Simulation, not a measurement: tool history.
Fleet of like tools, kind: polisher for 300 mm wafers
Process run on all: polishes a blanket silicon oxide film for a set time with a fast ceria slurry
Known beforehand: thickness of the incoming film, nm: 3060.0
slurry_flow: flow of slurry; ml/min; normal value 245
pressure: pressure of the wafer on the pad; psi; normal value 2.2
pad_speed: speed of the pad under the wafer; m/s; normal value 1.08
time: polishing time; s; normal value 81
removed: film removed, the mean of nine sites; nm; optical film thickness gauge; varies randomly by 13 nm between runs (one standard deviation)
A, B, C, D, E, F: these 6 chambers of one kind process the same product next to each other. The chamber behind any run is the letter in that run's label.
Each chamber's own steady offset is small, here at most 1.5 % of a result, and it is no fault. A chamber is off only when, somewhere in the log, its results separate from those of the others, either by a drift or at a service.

{"run": "1E", "hour": 3.7, "slurry_flow": 245, "pressure": 2.2, "pad_speed": 1.08, "time": 81, "removed": 969.63}
{"run": "2A", "hour": 9.5, "slurry_flow": 245, "pressure": 2.2, "pad_speed": 1.08, "time": 81, "removed": 986.36}
{"run": "3B", "hour": 13.6, "slurry_flow": 245, "pressure": 2.2, "pad_speed": 1.08, "time": 81, "removed": 978.01}
{"run": "4C", "hour": 19.5, "slurry_flow": 245, "pressure": 2.2, "pad_speed": 1.08, "time": 81, "removed": 990.32}
{"run": "5F", "hour": 22.9, "slurry_flow": 245, "pressure": 2.2, "pad_speed": 1.08, "time": 81, "removed": 995.35}
{"run": "6D", "hour": 29.4, "slurry_flow": 245, "pressure": 2.5, "pad_speed": 1.08, "time": 81, "removed": 1094.7}
{"hour": 32.3, "done": "chamber A: worn pad replaced by a new one"}
{"run": "7D", "hour": 33.2, "slurry_flow": 245, "pressure": 2.5, "pad_speed": 1.08, "time": 81, "removed": 1111.9}
{"run": "8F", "hour": 37.6, "slurry_flow": 245, "pressure": 2.5, "pad_speed": 1.08, "time": 81, "removed": 1134.9}
{"run": "9E", "hour": 43.5, "slurry_flow": 245, "pressure": 2.5, "pad_speed": 1.08, "time": 81, "removed": 1111.5}
{"run": "10C", "hour": 48.1, "slurry_flow": 245, "pressure": 2.5, "pad_speed": 1.08, "time": 81, "removed": 1147.3}
{"hour": 48.2, "done": "chamber E: worn pad replaced by a new one"}
{"run": "11A", "hour": 51.2, "slurry_flow": 245, "pressure": 2.5, "pad_speed": 1.08, "time": 81, "removed": 1137}
{"run": "12B", "hour": 55.7, "slurry_flow": 245, "pressure": 2.2, "pad_speed": 1.08, "time": 81, "removed": 986.22}
{"run": "13E", "hour": 59.4, "slurry_flow": 245, "pressure": 2.2, "pad_speed": 1.08, "time": 81, "removed": 970.58}
{"run": "14F", "hour": 62.9, "slurry_flow": 245, "pressure": 2.2, "pad_speed": 1.08, "time": 81, "removed": 987.43}
{"hour": 63.6, "done": "chamber A: head pressure recalibrated"}
{"run": "15B", "hour": 66.9, "slurry_flow": 245, "pressure": 2.2, "pad_speed": 0.84, "time": 65, "removed": 602.29}
{"run": "16D", "hour": 71.8, "slurry_flow": 245, "pressure": 2.2, "pad_speed": 0.84, "time": 65, "removed": 606.18}
{"run": "17C", "hour": 78.7, "slurry_flow": 245, "pressure": 2.2, "pad_speed": 0.84, "time": 65, "removed": 621.76}
{"run": "18A", "hour": 85.2, "slurry_flow": 245, "pressure": 2.2, "pad_speed": 0.84, "time": 65, "removed": 582.16}
{"run": "19B", "hour": 89.7, "slurry_flow": 245, "pressure": 2.2, "pad_speed": 0.84, "time": 65, "removed": 610.17}
{"run": "20E", "hour": 93.5, "slurry_flow": 245, "pressure": 2.2, "pad_speed": 0.84, "time": 65, "removed": 616.22}
{"hour": 96.7, "done": "chamber B: slurry nozzle cleaned"}
{"run": "21D", "hour": 98.3, "slurry_flow": 245, "pressure": 2.2, "pad_speed": 1.08, "time": 81, "removed": 969.51}
{"hour": 99.0, "done": "chamber D: worn pad replaced by a new one"}
{"hour": 99.1, "done": "chamber C: worn pad replaced by a new one"}
{"run": "22F", "hour": 101.6, "slurry_flow": 245, "pressure": 2.2, "pad_speed": 1.08, "time": 81, "removed": 990.78}
{"run": "23C", "hour": 105.4, "slurry_flow": 245, "pressure": 2.2, "pad_speed": 0.86, "time": 81, "removed": 781.19}
{"hour": 108.1, "done": "chamber B: worn pad replaced by a new one"}
{"hour": 110.1, "done": "chamber F: worn pad replaced by a new one"}
{"run": "24A", "hour": 111.4, "slurry_flow": 245, "pressure": 2.2, "pad_speed": 0.86, "time": 81, "removed": 726.53}
{"run": "25F", "hour": 117.5, "slurry_flow": 245, "pressure": 2.2, "pad_speed": 0.86, "time": 81, "removed": 786.16}
{"run": "26B", "hour": 122.2, "slurry_flow": 245, "pressure": 2.2, "pad_speed": 0.86, "time": 81, "removed": 789.19}
{"run": "27E", "hour": 126.3, "slurry_flow": 245, "pressure": 2.2, "pad_speed": 0.86, "time": 81, "removed": 779}
{"run": "28D", "hour": 130.2, "slurry_flow": 245, "pressure": 2.2, "pad_speed": 0.86, "time": 81, "removed": 785.73}
{"run": "29C", "hour": 133.5, "slurry_flow": 245, "pressure": 2.2, "pad_speed": 1.08, "time": 81, "removed": 993.68}
{"run": "30A", "hour": 140.3, "slurry_flow": 245, "pressure": 2.2, "pad_speed": 1.08, "time": 81, "removed": 927.38}
{"run": "31F", "hour": 143.5, "slurry_flow": 245, "pressure": 2.2, "pad_speed": 1.08, "time": 81, "removed": 983.26}
{"run": "32D", "hour": 149.5, "slurry_flow": 245, "pressure": 2.2, "pad_speed": 1.08, "time": 59, "removed": 700.11}
{"hour": 151.8, "done": "chamber A: slurry nozzle cleaned"}
{"run": "33B", "hour": 155.5, "slurry_flow": 245, "pressure": 2.2, "pad_speed": 1.08, "time": 59, "removed": 718.29}
{"run": "34C", "hour": 160.8, "slurry_flow": 245, "pressure": 2.2, "pad_speed": 1.08, "time": 59, "removed": 733.29}
{"run": "35E", "hour": 165.3, "slurry_flow": 245, "pressure": 2.2, "pad_speed": 1.08, "time": 59, "removed": 694.22}
{"hour": 168.2, "done": "chamber E: slurry nozzle cleaned"}
{"run": "36A", "hour": 171.7, "slurry_flow": 245, "pressure": 2.2, "pad_speed": 1.08, "time": 59, "removed": 665.01}
{"run": "37A", "hour": 178.6, "slurry_flow": 245, "pressure": 2.2, "pad_speed": 1.08, "time": 59, "removed": 652.81}
{"run": "38C", "hour": 185.0, "slurry_flow": 245, "pressure": 2.2, "pad_speed": 1.08, "time": 81, "removed": 1027.2}
{"run": "39B", "hour": 189.0, "slurry_flow": 245, "pressure": 2.2, "pad_speed": 1.38, "time": 98, "removed": 1540}
{"hour": 191.7, "done": "chamber D: slurry nozzle cleaned"}
{"run": "40D", "hour": 192.2, "slurry_flow": 245, "pressure": 2.2, "pad_speed": 1.38, "time": 98, "removed": 1530.2}
{"hour": 193.8, "done": "chamber E: worn pad replaced by a new one"}
{"run": "41E", "hour": 196.8, "slurry_flow": 245, "pressure": 2.2, "pad_speed": 1.38, "time": 98, "removed": 1539}
{"run": "42F", "hour": 203.3, "slurry_flow": 245, "pressure": 2.2, "pad_speed": 1.38, "time": 98, "removed": 1534.2}

Predict what each chamber gives when all 6 of them run the settings below next.
{"run": "43A", "hour": 208.4, "slurry_flow": 245, "pressure": 2.2, "pad_speed": 1.08, "time": 81, "removed": "?"}
{"run": "43B", "hour": 208.4, "slurry_flow": 245, "pressure": 2.2, "pad_speed": 1.08, "time": 81, "removed": "?"}
{"run": "43C", "hour": 208.4, "slurry_flow": 245, "pressure": 2.2, "pad_speed": 1.08, "time": 81, "removed": "?"}
{"run": "43D", "hour": 208.4, "slurry_flow": 245, "pressure": 2.2, "pad_speed": 1.08, "time": 81, "removed": "?"}
{"run": "43E", "hour": 208.4, "slurry_flow": 245, "pressure": 2.2, "pad_speed": 1.08, "time": 81, "removed": "?"}
{"run": "43F", "hour": 208.4, "slurry_flow": 245, "pressure": 2.2, "pad_speed": 1.08, "time": 81, "removed": "?"}

run=43A removed=906.14
run=43B removed=961.21
run=43C removed=999.41
run=43D removed=995.65
run=43E removed=973.79
run=43F removed=991.07
